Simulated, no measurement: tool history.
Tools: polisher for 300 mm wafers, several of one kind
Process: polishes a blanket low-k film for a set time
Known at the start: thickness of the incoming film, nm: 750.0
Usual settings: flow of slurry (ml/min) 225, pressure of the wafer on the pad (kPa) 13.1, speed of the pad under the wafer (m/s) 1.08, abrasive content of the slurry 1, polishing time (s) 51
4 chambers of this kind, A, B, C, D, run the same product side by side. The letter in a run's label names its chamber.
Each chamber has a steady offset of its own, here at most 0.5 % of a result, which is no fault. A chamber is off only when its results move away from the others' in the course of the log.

run   hour  flow of slurry (ml/min)  pressure of the wafer on the pad (kPa)  speed of the pad under the wafer (m/s)  abrasive content of the slurry  polishing time (s)  wafers polished on this pad  hours since the slurry nozzle was cleaned  hours since the head pressure was calibrated  hours since the slurry blender was calibrated  hours since the conditioning disc was replaced  film removed (nm)
 1C   10.3                      225                                    13.1                                    1.08                               1                  51                          199                                      143.4                                        1026.8                                          296.8                                           273.4             17.731
 2B   15.8                      225                                    13.1                                    1.08                               1                  51                          542                                      225.4                                         111.3                                          366.2                                           146.9             17.624
 3D   26.8                      225                                    13.1                                    1.08                               1                  51                          351                                      150.9                                        1144.3                                          320.1                                           215.5             17.933
 4A   36.8                      225                                    13.1                                    1.08                               1                  51                         1138                                      322.5                                          1135                                           37.4                                            95.1             17.973
        43  -- chamber A: worn pad replaced by a new one
 5D   43.2                      225                                    13.1                                    1.08                               1                  51                          515                                      167.3                                        1160.7                                          336.5                                           231.9             17.755
      45.2  -- chamber C: slurry blender recalibrated
      48.5  -- chamber D: slurry blender recalibrated
 6A   50.2                      225                                    13.1                                    1.08                            1.15                  51                           71                                      335.9                                        1148.4                                           50.8                                           108.5             18.873
      51.1  -- chamber D: worn pad replaced by a new one
      54.7  -- chamber B: slurry blender recalibrated
 7C     56                      225                                    13.1                                    1.08                            1.15                  51                          653                                      189.1                                        1072.5                                           10.8                                           319.1              18.89
 8B     66                      225                                    13.1                                    1.08                            1.15                  51                         1041                                      275.6                                         161.5                                           11.4                                           197.1             18.943
 9A   71.7                      225                                    13.1                                    1.08                            1.15                  51                          285                                      357.4                                        1169.9                                           72.3                                             130             18.919
10C   77.7                      225                                    13.1                                    1.08                               1                  51                          869                                      210.8                                        1094.2                                           32.5                                           340.8              17.72
      79.7  -- chamber B: worn pad replaced by a new one
        82  -- chamber A: slurry nozzle cleaned
11B   87.6                      225                                    13.1                                    1.08                               1                  51                           79                                      297.2                                         183.1                                             33                                           218.7             17.897
      88.5  -- chamber C: worn pad replaced by a new one
12D   95.5                      225                                    13.1                                     0.8                               1                  62                          442                                      219.6                                          1213                                             47                                           284.2             17.045
     100.1  -- chamber A: head pressure recalibrated
13C  100.5                      225                                    13.1                                     0.8                               1                  62                          120                                      233.6                                          1117                                           55.3                                           363.6             16.906
14D  109.9                      225                                    13.1                                     0.8                               1                  62                          585                                        234                                        1227.4                                           61.4                                           298.6             16.916
     111.5  -- chamber D: slurry nozzle cleaned
15A  116.1                      225                                    13.1                                     0.8                               1                  62                          727                                       34.1                                            16                                          116.7                                           174.4             15.833
     116.4  -- chamber D: worn pad replaced by a new one
16B  121.4                      225                                    13.1                                    1.08                               1                  51                          415                                        331                                         216.9                                           66.8                                           252.5             17.691
     121.7  -- chamber A: slurry blender recalibrated
17A  131.9                      225                                    13.1                                    1.08                               1                  51                          884                                       49.9                                          31.8                                           10.2                                           190.2             16.527
18D  138.5                      225                                    13.1                                    1.08                               1                  51                          220                                       27.1                                          1256                                             90                                           327.2             17.694
19B  149.2                      225                                    13.1                                    1.08                               1                  51                          692                                      358.8                                         244.7                                           94.6                                           280.3             17.683
20C  156.4                      225                                    13.1                                    1.08                               1                  51                          676                                      289.5                                        1172.9                                          111.2                                           419.5              17.79
     161.6  -- chamber A: worn pad replaced by a new one
21B  164.5                      225                                    13.1                                    1.08                               1                  51                          844                                      374.1                                           260                                          109.9                                           295.6             17.782
     169.6  -- chamber C: worn pad replaced by a new one
22C  174.1                      225                                    13.1                                    1.08                               1                  51                           45                                      307.2                                        1190.6                                          128.9                                           437.2              17.86
     175.8  -- chamber D: conditioning disc replaced and pad reconditioned
23D  181.9                      225                                    13.1                                    1.08                               1                  51                          651                                       70.5                                        1299.4                                          133.4                                             6.1             17.685
24A  189.1                      225                                    13.1                                    1.08                               1                  51                          274                                      107.1                                            89                                           67.4                                           247.4             16.366
     190.1  -- chamber D: worn pad replaced by a new one
     193.3  -- chamber C: slurry nozzle cleaned
25B  194.4                      225                                    13.1                                    1.08                               1                  51                         1141                                        404                                         289.9                                          139.8                                           325.5             17.763
     196.3  -- chamber C: head pressure recalibrated
     200.1  -- chamber B: worn pad replaced by a new one
26A  204.3                      225                                    13.1                                    1.08                               1                  51                          425                                      122.3                                         104.2                                           82.6                                           262.6             16.535
27C  211.8                      225                                    13.1                                    1.08                               1                  51                          420                                       18.5                                          15.6                                          166.6                                           474.9             17.661
28D  219.9                      225                                    17.2                                    1.08                               1                  51                          296                                      108.5                                        1337.4                                          171.4                                            44.1             23.331
29D  230.7                      225                                    17.2                                    1.08                               1                  51                          404                                      119.3                                        1348.2                                          182.2                                            54.9             23.498
     238.5  -- chamber B: conditioning disc replaced and pad reconditioned
30C  239.3                      225                                    17.2                                    1.08                               1                  51                          694                                         46                                          43.1                                          194.1                                           502.4             23.295
     243.2  -- chamber A: slurry blender recalibrated
31A  249.5                      225                                    17.2                                    1.08                               1                  51                          875                                      167.5                                         149.4                                            6.4                                           307.8             21.645
     254.5  -- chamber D: worn pad replaced by a new one
32B  254.6                      225                                    13.1                                    1.08                               1                  51                          543                                      464.2                                         350.1                                            200                                            16.2             17.587
33D  263.1                      225                                    13.1                                    1.08                               1                  43                           86                                      151.7                                        1380.6                                          214.6                                            87.3             15.051
     266.8  -- chamber C: worn pad replaced by a new one
34A  269.3                      225                                    13.1                                    1.08                               1                  43                         1072                                      187.3                                         169.2                                           26.2                                           327.6             14.072
35C  278.4                      225                                    13.1                                    1.08                               1                  43                          115                                       85.1                                          82.2                                          233.2                                           541.5             14.854
36B  286.2                      225                                    13.1                                    1.08                               1                  43                          857                                      495.8                                         381.7                                          231.6                                            47.8             15.141

What goes on in this fleet: one chamber off, a drifting gauge, or nothing beyond the chambers' own small offsets? Name the chamber and the cause, if any.

A service left chamber A off against the others.
Cause: head's pressure below its setpoint, % = 7.5.

Here are 4 candidates for chamber A's next run, each the usual settings with a change, their results left as question marks. Which one brings its results back in line with what the others give on the usual settings?
In line means no further than this from the other chambers' mean on the usual settings: film removed (nm) 0.4
37A-1  294.2                      225                                    12.4                                    1.06                               1                  51                                                                                                                                                                                                                                       ?
37A-2  294.2                      225                                    13.1                                     1.1                               1                  52                                                                                                                                                                                                                                       ?
37A-3  294.2                      225                                    13.1                                    1.06                               1                  50                                                                                                                                                                                                                                       ?
37A-4  294.2                      225                                    13.8                                    1.08                               1                  52                                                                                                                                                                                                                                       ?

The other chambers' mean on the usual settings: film removed (nm) 17.754
  run  film removed (nm)
37A-1             15.473
37A-2             17.138
37A-3             16.005
37A-4             17.774
37A-4 brings the chamber back in line.
